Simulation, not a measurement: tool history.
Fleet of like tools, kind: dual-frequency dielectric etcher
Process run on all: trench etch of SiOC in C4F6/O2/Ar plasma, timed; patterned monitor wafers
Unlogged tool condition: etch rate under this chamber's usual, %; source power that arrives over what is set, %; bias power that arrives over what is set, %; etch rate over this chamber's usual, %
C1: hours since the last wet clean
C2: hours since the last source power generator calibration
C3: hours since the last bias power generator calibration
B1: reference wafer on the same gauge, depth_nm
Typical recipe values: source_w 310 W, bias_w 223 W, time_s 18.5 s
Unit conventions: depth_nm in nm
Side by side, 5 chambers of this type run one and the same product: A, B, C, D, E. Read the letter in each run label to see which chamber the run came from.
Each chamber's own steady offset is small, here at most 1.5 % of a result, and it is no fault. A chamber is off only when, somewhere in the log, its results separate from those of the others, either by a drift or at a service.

Run 1E, hour 9.6: usual settings; C1 426.9; C2 1522.0; C3 1577.4; B1 44.345. Result: depth_nm 37.638 nm.
Run 2C, hour 18.2: usual settings; C1 303.6; C2 3811.1; C3 1348.8; B1 44.352. Result: depth_nm 37.428 nm.
Run 3D, hour 29.3: usual settings; C1 366.8; C2 706.6; C3 1163.1; B1 44.281. Result: depth_nm 37.276 nm.
Run 4B, hour 34.5: usual settings; C1 348.0; C2 1044.8; C3 2358.4; B1 44.318. Result: depth_nm 37.878 nm.
At hour 42.9: chamber B: bias power generator calibrated.
Run 5A, hour 45.7: usual settings; C1 533.4; C2 2230.1; C3 1519.3; B1 44.329. Result: depth_nm 36.934 nm.
Run 6A, hour 50.6: usual settings but bias_w 241 W; C1 538.3; C2 2235.0; C3 1524.2; B1 44.329. Result: depth_nm 37.906 nm.
Run 7C, hour 56.1: usual settings but bias_w 241 W; C1 341.5; C2 3849.0; C3 1386.7; B1 44.245. Result: depth_nm 38.145 nm.
Run 8B, hour 61.6: usual settings but bias_w 241 W; C1 375.1; C2 1071.9; C3 18.7; B1 44.274. Result: depth_nm 38.720 nm.
Run 9D, hour 70.4: usual settings but bias_w 241 W; C1 407.9; C2 747.7; C3 1204.2; B1 44.320. Result: depth_nm 37.966 nm.
Run 10E, hour 75.7: usual settings but bias_w 241 W; C1 493.0; C2 1588.1; C3 1643.5; B1 44.211. Result: depth_nm 38.613 nm.
Run 11C, hour 81.2: usual settings; C1 366.6; C2 3874.1; C3 1411.8; B1 44.316. Result: depth_nm 36.953 nm.
Run 12B, hour 90.8: usual settings; C1 404.3; C2 1101.1; C3 47.9; B1 44.369. Result: depth_nm 37.645 nm.
Run 13D, hour 96.2: usual settings; C1 433.7; C2 773.5; C3 1230.0; B1 44.289. Result: depth_nm 36.950 nm.
Run 14E, hour 103.9: usual settings; C1 521.2; C2 1616.3; C3 1671.7; B1 44.299. Result: depth_nm 37.768 nm.
Run 15A, hour 112.7: usual settings; C1 600.4; C2 2297.1; C3 1586.3; B1 44.309. Result: depth_nm 36.954 nm.
Run 16C, hour 121.5: usual settings; C1 406.9; C2 3914.4; C3 1452.1; B1 44.323. Result: depth_nm 36.646 nm.
Run 17B, hour 128.5: usual settings; C1 442.0; C2 1138.8; C3 85.6; B1 44.280. Result: depth_nm 37.435 nm.
Run 18E, hour 137.4: usual settings; C1 554.7; C2 1649.8; C3 1705.2; B1 44.285. Result: depth_nm 37.593 nm.
Run 19D, hour 145.7: usual settings; C1 483.2; C2 823.0; C3 1279.5; B1 44.337. Result: depth_nm 37.001 nm.
Run 20A, hour 150.7: usual settings; C1 638.4; C2 2335.1; C3 1624.3; B1 44.334. Result: depth_nm 37.344 nm.
Run 21D, hour 160.5: usual settings; C1 498.0; C2 837.8; C3 1294.3; B1 44.307. Result: depth_nm 37.366 nm.
Run 22C, hour 171.3: usual settings but source_w 270 W, time_s 22.0 s; C1 456.7; C2 3964.2; C3 1501.9; B1 44.292. Result: depth_nm 41.163 nm.
At hour 173.0: chamber A: wet clean of the chamber.
At hour 178.8: chamber E: wet clean of the chamber.
Run 23B, hour 179.6: usual settings but source_w 270 W, time_s 22.0 s; C1 493.1; C2 1189.9; C3 136.7; B1 44.345. Result: depth_nm 42.540 nm.
At hour 186.0: chamber B: wet clean of the chamber.
Run 24E, hour 189.3: usual settings but source_w 270 W, time_s 22.0 s; C1 10.5; C2 1701.7; C3 1757.1; B1 44.340. Result: depth_nm 42.209 nm.
Run 25A, hour 197.1: usual settings but source_w 270 W, time_s 22.0 s; C1 24.2; C2 2381.5; C3 1670.7; B1 44.292. Result: depth_nm 41.999 nm.
Run 26B, hour 207.7: usual settings but source_w 270 W, time_s 22.0 s; C1 21.8; C2 1218.0; C3 164.8; B1 44.337. Result: depth_nm 42.549 nm.
At hour 212.1: chamber D: wet clean of the chamber.
Run 27E, hour 218.1: usual settings; C1 39.3; C2 1730.5; C3 1785.9; B1 44.251. Result: depth_nm 37.871 nm.
Run 28D, hour 224.5: usual settings; C1 12.4; C2 901.8; C3 1358.3; B1 44.314. Result: depth_nm 37.279 nm.
Run 29A, hour 233.4: usual settings; C1 60.5; C2 2417.8; C3 1707.0; B1 44.327. Result: depth_nm 36.959 nm.
Run 30C, hour 244.3: usual settings but source_w 380 W, time_s 14.0 s; C1 529.7; C2 4037.2; C3 1574.9; B1 44.281. Result: depth_nm 29.541 nm.
Run 31C, hour 252.6: usual settings but source_w 380 W, time_s 14.0 s; C1 538.0; C2 4045.5; C3 1583.2; B1 44.245. Result: depth_nm 29.791 nm.
Run 32E, hour 257.9: usual settings but source_w 380 W, time_s 14.0 s; C1 79.1; C2 1770.3; C3 1825.7; B1 44.337. Result: depth_nm 30.909 nm.
Run 33A, hour 267.9: usual settings but source_w 380 W, time_s 14.0 s; C1 95.0; C2 2452.3; C3 1741.5; B1 44.346. Result: depth_nm 30.378 nm.
Run 34B, hour 277.4: usual settings but source_w 380 W, time_s 14.0 s; C1 91.5; C2 1287.7; C3 234.5; B1 44.250. Result: depth_nm 30.893 nm.
Run 35D, hour 285.6: usual settings; C1 73.5; C2 962.9; C3 1419.4; B1 44.337. Result: depth_nm 37.509 nm.
Run 36B, hour 294.1: usual settings but time_s 21.0 s; C1 108.2; C2 1304.4; C3 251.2; B1 44.323. Result: depth_nm 42.917 nm.
Run 37C, hour 300.7: usual settings but time_s 21.0 s; C1 586.1; C2 4093.6; C3 1631.3; B1 44.277. Result: depth_nm 41.035 nm.
Run 38A, hour 309.5: usual settings but time_s 21.0 s; C1 136.6; C2 2493.9; C3 1783.1; B1 44.301. Result: depth_nm 42.034 nm.
Run 39D, hour 315.4: usual settings but time_s 21.0 s; C1 103.3; C2 992.7; C3 1449.2; B1 44.293. Result: depth_nm 42.343 nm.
Run 40E, hour 322.2: usual settings but time_s 21.0 s; C1 143.4; C2 1834.6; C3 1890.0; B1 44.360. Result: depth_nm 42.813 nm.
Run 41A, hour 328.2: usual settings; C1 155.3; C2 2512.6; C3 1801.8; B1 44.344. Result: depth_nm 37.097 nm.
Run 42D, hour 335.0: usual settings; C1 122.9; C2 1012.3; C3 1468.8; B1 44.282. Result: depth_nm 37.214 nm.

All 5 chambers run these settings next. Forecast each chamber's results:
Run 43A, hour 343.0: usual settings but source_w 370 W. Result: depth_nm ?.
Run 43B, hour 343.0: usual settings but source_w 370 W. Result: depth_nm ?.
Run 43C, hour 343.0: usual settings but source_w 370 W. Result: depth_nm ?.
Run 43D, hour 343.0: usual settings but source_w 370 W. Result: depth_nm ?.
Run 43E, hour 343.0: usual settings but source_w 370 W. Result: depth_nm ?.

run  depth_nm
43A    39.760
43B    40.304
43C    38.502
43D    39.900
43E    39.992
